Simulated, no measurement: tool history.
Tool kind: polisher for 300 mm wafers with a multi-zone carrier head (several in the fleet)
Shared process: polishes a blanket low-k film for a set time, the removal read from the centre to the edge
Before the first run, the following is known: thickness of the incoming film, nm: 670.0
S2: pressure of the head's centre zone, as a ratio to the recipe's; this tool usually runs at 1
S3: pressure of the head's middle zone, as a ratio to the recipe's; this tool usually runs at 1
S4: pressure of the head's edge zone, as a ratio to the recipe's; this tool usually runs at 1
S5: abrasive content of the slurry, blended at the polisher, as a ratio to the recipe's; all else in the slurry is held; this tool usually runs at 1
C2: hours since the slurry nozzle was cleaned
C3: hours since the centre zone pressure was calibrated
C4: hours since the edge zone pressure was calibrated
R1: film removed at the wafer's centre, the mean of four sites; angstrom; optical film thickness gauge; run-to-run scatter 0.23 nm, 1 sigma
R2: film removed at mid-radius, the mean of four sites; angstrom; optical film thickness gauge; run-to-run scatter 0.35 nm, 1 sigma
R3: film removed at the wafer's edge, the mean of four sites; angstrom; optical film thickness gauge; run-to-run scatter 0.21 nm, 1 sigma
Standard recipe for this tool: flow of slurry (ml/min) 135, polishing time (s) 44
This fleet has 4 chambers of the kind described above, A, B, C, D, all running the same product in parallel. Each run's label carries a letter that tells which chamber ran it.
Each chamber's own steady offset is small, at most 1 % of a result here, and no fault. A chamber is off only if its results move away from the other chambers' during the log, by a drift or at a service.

{"run": "1A", "hour": 5.2, "flow of slurry (ml/min)": 135, "S2": 1, "S3": 1, "S4": 1, "S5": 1, "polishing time (s)": 44, "wafers polished on this pad": 235, "C2": 507.9, "C3": 411.1, "C4": 555.8, "R1": 261.17, "R2": 266.01, "R3": 265.35}
{"run": "2D", "hour": 12.3, "flow of slurry (ml/min)": 135, "S2": 1, "S3": 1, "S4": 1, "S5": 1, "polishing time (s)": 44, "wafers polished on this pad": 297, "C2": 902.2, "C3": 309.4, "C4": 648.4, "R1": 266.78, "R2": 265.47, "R3": 265.3}
{"hour": 15.1, "done": "chamber B: worn pad replaced by a new one"}
{"run": "3C", "hour": 19.0, "flow of slurry (ml/min)": 135, "S2": 1, "S3": 1, "S4": 1, "S5": 1, "polishing time (s)": 44, "wafers polished on this pad": 630, "C2": 439, "C3": 564.8, "C4": 702.4, "R1": 264.09, "R2": 262.4, "R3": 266.89}
{"run": "4B", "hour": 26.9, "flow of slurry (ml/min)": 135, "S2": 1, "S3": 1, "S4": 1, "S5": 1, "polishing time (s)": 44, "wafers polished on this pad": 165, "C2": 182.5, "C3": 173.3, "C4": 276.2, "R1": 270.29, "R2": 264.59, "R3": 266.06}
{"hour": 31.0, "done": "chamber B: edge zone pressure recalibrated"}
{"run": "5B", "hour": 31.7, "flow of slurry (ml/min)": 135, "S2": 1, "S3": 1, "S4": 1, "S5": 1, "polishing time (s)": 44, "wafers polished on this pad": 232, "C2": 187.3, "C3": 178.1, "C4": 0.7, "R1": 271.02, "R2": 266.55, "R3": 267.73}
{"hour": 36.9, "done": "chamber D: slurry nozzle cleaned"}
{"run": "6C", "hour": 39.3, "flow of slurry (ml/min)": 135, "S2": 1, "S3": 1, "S4": 1, "S5": 1, "polishing time (s)": 44, "wafers polished on this pad": 913, "C2": 459.3, "C3": 585.1, "C4": 722.7, "R1": 262.62, "R2": 268.27, "R3": 263.75}
{"hour": 39.9, "done": "chamber C: slurry nozzle cleaned"}
{"hour": 41.4, "done": "chamber A: worn pad replaced by a new one"}
{"hour": 43.3, "done": "chamber C: edge zone pressure recalibrated"}
{"run": "7A", "hour": 44.7, "flow of slurry (ml/min)": 135, "S2": 1, "S3": 1, "S4": 1, "S5": 1, "polishing time (s)": 44, "wafers polished on this pad": 46, "C2": 547.4, "C3": 450.6, "C4": 595.3, "R1": 269.94, "R2": 268.62, "R3": 267.32}
{"run": "8D", "hour": 52.4, "flow of slurry (ml/min)": 135, "S2": 1, "S3": 1, "S4": 1, "S5": 1, "polishing time (s)": 44, "wafers polished on this pad": 857, "C2": 15.6, "C3": 349.5, "C4": 688.5, "R1": 263.95, "R2": 266.61, "R3": 266.99}
{"run": "9A", "hour": 57.4, "flow of slurry (ml/min)": 135, "S2": 1, "S3": 1, "S4": 1, "S5": 1, "polishing time (s)": 44, "wafers polished on this pad": 223, "C2": 560.1, "C3": 463.3, "C4": 608, "R1": 266.41, "R2": 269.59, "R3": 264.53}
{"hour": 61.7, "done": "chamber C: worn pad replaced by a new one"}
{"run": "10B", "hour": 64.3, "flow of slurry (ml/min)": 135, "S2": 1, "S3": 1, "S4": 1, "S5": 1, "polishing time (s)": 44, "wafers polished on this pad": 687, "C2": 219.9, "C3": 210.7, "C4": 33.3, "R1": 270.67, "R2": 267.21, "R3": 269.74}
{"run": "11D", "hour": 73.0, "flow of slurry (ml/min)": 135, "S2": 1, "S3": 1, "S4": 1, "S5": 1, "polishing time (s)": 44, "wafers polished on this pad": 1144, "C2": 36.2, "C3": 370.1, "C4": 709.1, "R1": 258.52, "R2": 264.44, "R3": 266.63}
{"hour": 80.1, "done": "chamber A: edge zone pressure recalibrated"}
{"run": "12C", "hour": 80.4, "flow of slurry (ml/min)": 135, "S2": 1, "S3": 1, "S4": 1, "S5": 1, "polishing time (s)": 44, "wafers polished on this pad": 261, "C2": 40.6, "C3": 626.2, "C4": 37.1, "R1": 263.8, "R2": 269.2, "R3": 267.97}
{"run": "13A", "hour": 86.2, "flow of slurry (ml/min)": 135, "S2": 1, "S3": 1, "S4": 1, "S5": 1, "polishing time (s)": 44, "wafers polished on this pad": 625, "C2": 588.9, "C3": 492.1, "C4": 6.1, "R1": 266.64, "R2": 268.49, "R3": 267.91}
{"hour": 87.7, "done": "chamber D: edge zone pressure recalibrated"}
{"hour": 91.2, "done": "chamber B: worn pad replaced by a new one"}
{"run": "14C", "hour": 93.9, "flow of slurry (ml/min)": 135, "S2": 1, "S3": 1, "S4": 1, "S5": 1, "polishing time (s)": 44, "wafers polished on this pad": 450, "C2": 54.1, "C3": 639.7, "C4": 50.6, "R1": 270.25, "R2": 268.09, "R3": 266.12}
{"hour": 98.0, "done": "chamber A: worn pad replaced by a new one"}
{"run": "15B", "hour": 101.2, "flow of slurry (ml/min)": 135, "S2": 1, "S3": 1, "S4": 1, "S5": 1, "polishing time (s)": 44, "wafers polished on this pad": 140, "C2": 256.8, "C3": 247.6, "C4": 70.2, "R1": 268.12, "R2": 266.8, "R3": 268.32}
{"run": "16D", "hour": 109.9, "flow of slurry (ml/min)": 135, "S2": 1, "S3": 1, "S4": 1, "S5": 1, "polishing time (s)": 44, "wafers polished on this pad": 1659, "C2": 73.1, "C3": 407, "C4": 22.3, "R1": 265.28, "R2": 256.49, "R3": 259.13}
{"run": "17B", "hour": 117.7, "flow of slurry (ml/min)": 135, "S2": 1, "S3": 1, "S4": 1, "S5": 1, "polishing time (s)": 44, "wafers polished on this pad": 370, "C2": 273.3, "C3": 264.1, "C4": 86.7, "R1": 265.15, "R2": 274.22, "R3": 264.36}
{"run": "18D", "hour": 124.0, "flow of slurry (ml/min)": 135, "S2": 1, "S3": 1, "S4": 1, "S5": 1, "polishing time (s)": 44, "wafers polished on this pad": 1856, "C2": 87.2, "C3": 421.1, "C4": 36.4, "R1": 260.78, "R2": 264.39, "R3": 259.07}
{"run": "19A", "hour": 128.7, "flow of slurry (ml/min)": 135, "S2": 1, "S3": 1, "S4": 1, "S5": 0.75, "polishing time (s)": 44, "wafers polished on this pad": 429, "C2": 631.4, "C3": 534.6, "C4": 48.6, "R1": 233.19, "R2": 230.33, "R3": 232.08}
{"run": "20C", "hour": 137.1, "flow of slurry (ml/min)": 135, "S2": 1, "S3": 1, "S4": 1, "S5": 0.75, "polishing time (s)": 44, "wafers polished on this pad": 1053, "C2": 97.3, "C3": 682.9, "C4": 93.8, "R1": 229.87, "R2": 229.54, "R3": 230.59}
{"run": "21C", "hour": 142.1, "flow of slurry (ml/min)": 135, "S2": 1, "S3": 1, "S4": 1, "S5": 0.75, "polishing time (s)": 44, "wafers polished on this pad": 1123, "C2": 102.3, "C3": 687.9, "C4": 98.8, "R1": 228.88, "R2": 225.04, "R3": 233.5}
{"hour": 143.8, "done": "chamber C: worn pad replaced by a new one"}
{"run": "22B", "hour": 148.3, "flow of slurry (ml/min)": 135, "S2": 1, "S3": 1, "S4": 1, "S5": 0.75, "polishing time (s)": 44, "wafers polished on this pad": 798, "C2": 303.9, "C3": 294.7, "C4": 117.3, "R1": 230.42, "R2": 231.2, "R3": 232.35}
{"run": "23A", "hour": 154.0, "flow of slurry (ml/min)": 135, "S2": 1, "S3": 0.95, "S4": 1, "S5": 1, "polishing time (s)": 44, "wafers polished on this pad": 782, "C2": 656.7, "C3": 559.9, "C4": 73.9, "R1": 266.56, "R2": 253.38, "R3": 267.5}
{"hour": 157.2, "done": "chamber A: worn pad replaced by a new one"}
{"run": "24D", "hour": 158.7, "flow of slurry (ml/min)": 135, "S2": 1, "S3": 0.95, "S4": 1, "S5": 1, "polishing time (s)": 44, "wafers polished on this pad": 2340, "C2": 121.9, "C3": 455.8, "C4": 71.1, "R1": 256.93, "R2": 240.86, "R3": 255.64}
{"run": "25B", "hour": 165.8, "flow of slurry (ml/min)": 135, "S2": 1, "S3": 0.95, "S4": 1, "S5": 1, "polishing time (s)": 44, "wafers polished on this pad": 1042, "C2": 321.4, "C3": 312.2, "C4": 134.8, "R1": 268.55, "R2": 258.32, "R3": 268.48}
{"hour": 166.1, "done": "chamber B: worn pad replaced by a new one"}
{"run": "26A", "hour": 172.7, "flow of slurry (ml/min)": 135, "S2": 1, "S3": 0.95, "S4": 1, "S5": 1, "polishing time (s)": 44, "wafers polished on this pad": 216, "C2": 675.4, "C3": 578.6, "C4": 92.6, "R1": 267.93, "R2": 253.96, "R3": 267.66}
{"run": "27D", "hour": 180.4, "flow of slurry (ml/min)": 135, "S2": 1.11, "S3": 1.07, "S4": 1, "S5": 1, "polishing time (s)": 44, "wafers polished on this pad": 2643, "C2": 143.6, "C3": 477.5, "C4": 92.8, "R1": 285.02, "R2": 264.35, "R3": 253.85}
{"run": "28C", "hour": 186.2, "flow of slurry (ml/min)": 135, "S2": 1.11, "S3": 1.07, "S4": 1, "S5": 1, "polishing time (s)": 44, "wafers polished on this pad": 592, "C2": 146.4, "C3": 732, "C4": 142.9, "R1": 295.16, "R2": 285.68, "R3": 267.42}
{"hour": 189.2, "done": "chamber A: slurry nozzle cleaned"}
{"run": "29A", "hour": 191.3, "flow of slurry (ml/min)": 135, "S2": 1.11, "S3": 1.07, "S4": 1, "S5": 1, "polishing time (s)": 44, "wafers polished on this pad": 476, "C2": 2.1, "C3": 597.2, "C4": 111.2, "R1": 298.8, "R2": 277.57, "R3": 268.35}
{"run": "30C", "hour": 199.5, "flow of slurry (ml/min)": 135, "S2": 1.11, "S3": 1.07, "S4": 1, "S5": 1, "polishing time (s)": 44, "wafers polished on this pad": 777, "C2": 159.7, "C3": 745.3, "C4": 156.2, "R1": 297.62, "R2": 279.8, "R3": 268.97}
{"run": "31B", "hour": 208.1, "flow of slurry (ml/min)": 135, "S2": 1, "S3": 1, "S4": 1, "S5": 1, "polishing time (s)": 44, "wafers polished on this pad": 586, "C2": 363.7, "C3": 354.5, "C4": 177.1, "R1": 262.07, "R2": 261.15, "R3": 267.65}
{"run": "32D", "hour": 212.5, "flow of slurry (ml/min)": 135, "S2": 1, "S3": 1, "S4": 1, "S5": 1, "polishing time (s)": 44, "wafers polished on this pad": 3091, "C2": 175.7, "C3": 509.6, "C4": 124.9, "R1": 247.66, "R2": 251.59, "R3": 249.5}

Is one chamber off against the others, does the gauge drift, or is nothing wrong? If a chamber is off, say which, and what the likeliest cause is.

It is chamber D that slowly wanders off from its peers.
What lies behind it: removal rate lost through wear of the pad, % = 5.92.
The log may not separate it from: slurry flow missing at the pad, %.

Which of the 4 candidates below, each the usual settings with something changed and its results left as question marks, puts chamber D back in line with what the other chambers give on the usual settings?
In-line tolerance around the mean of the other chambers on the usual settings: R1 8.2 angstrom; R2 12 angstrom; R3 7.2 angstrom
{"run": "33D-1", "hour": 218.9, "flow of slurry (ml/min)": 135, "S2": 1, "S3": 1, "S4": 1, "S5": 1, "polishing time (s)": 43, "R1": "?", "R2": "?", "R3": "?"}
{"run": "33D-2", "hour": 218.9, "flow of slurry (ml/min)": 135, "S2": 1, "S3": 1, "S4": 1, "S5": 1, "polishing time (s)": 47, "R1": "?", "R2": "?", "R3": "?"}
{"run": "33D-3", "hour": 218.9, "flow of slurry (ml/min)": 135, "S2": 1, "S3": 1, "S4": 1, "S5": 1, "polishing time (s)": 45, "R1": "?", "R2": "?", "R3": "?"}
{"run": "33D-4", "hour": 218.9, "flow of slurry (ml/min)": 135, "S2": 1, "S3": 1, "S4": 1, "S5": 1, "polishing time (s)": 41, "R1": "?", "R2": "?", "R3": "?"}

Average result of the remaining chambers running the usual settings: R1 266.16 angstrom; R2 265.76 angstrom; R3 266.73 angstrom
run=33D-1 R1=243.9 R2=242.83 R3=245.47
run=33D-2 R1=266.59 R2=265.42 R3=268.31
run=33D-3 R1=255.25 R2=254.12 R3=256.89
run=33D-4 R1=232.56 R2=231.53 R3=234.05
33D-2 puts the chamber back in line with the other chambers.

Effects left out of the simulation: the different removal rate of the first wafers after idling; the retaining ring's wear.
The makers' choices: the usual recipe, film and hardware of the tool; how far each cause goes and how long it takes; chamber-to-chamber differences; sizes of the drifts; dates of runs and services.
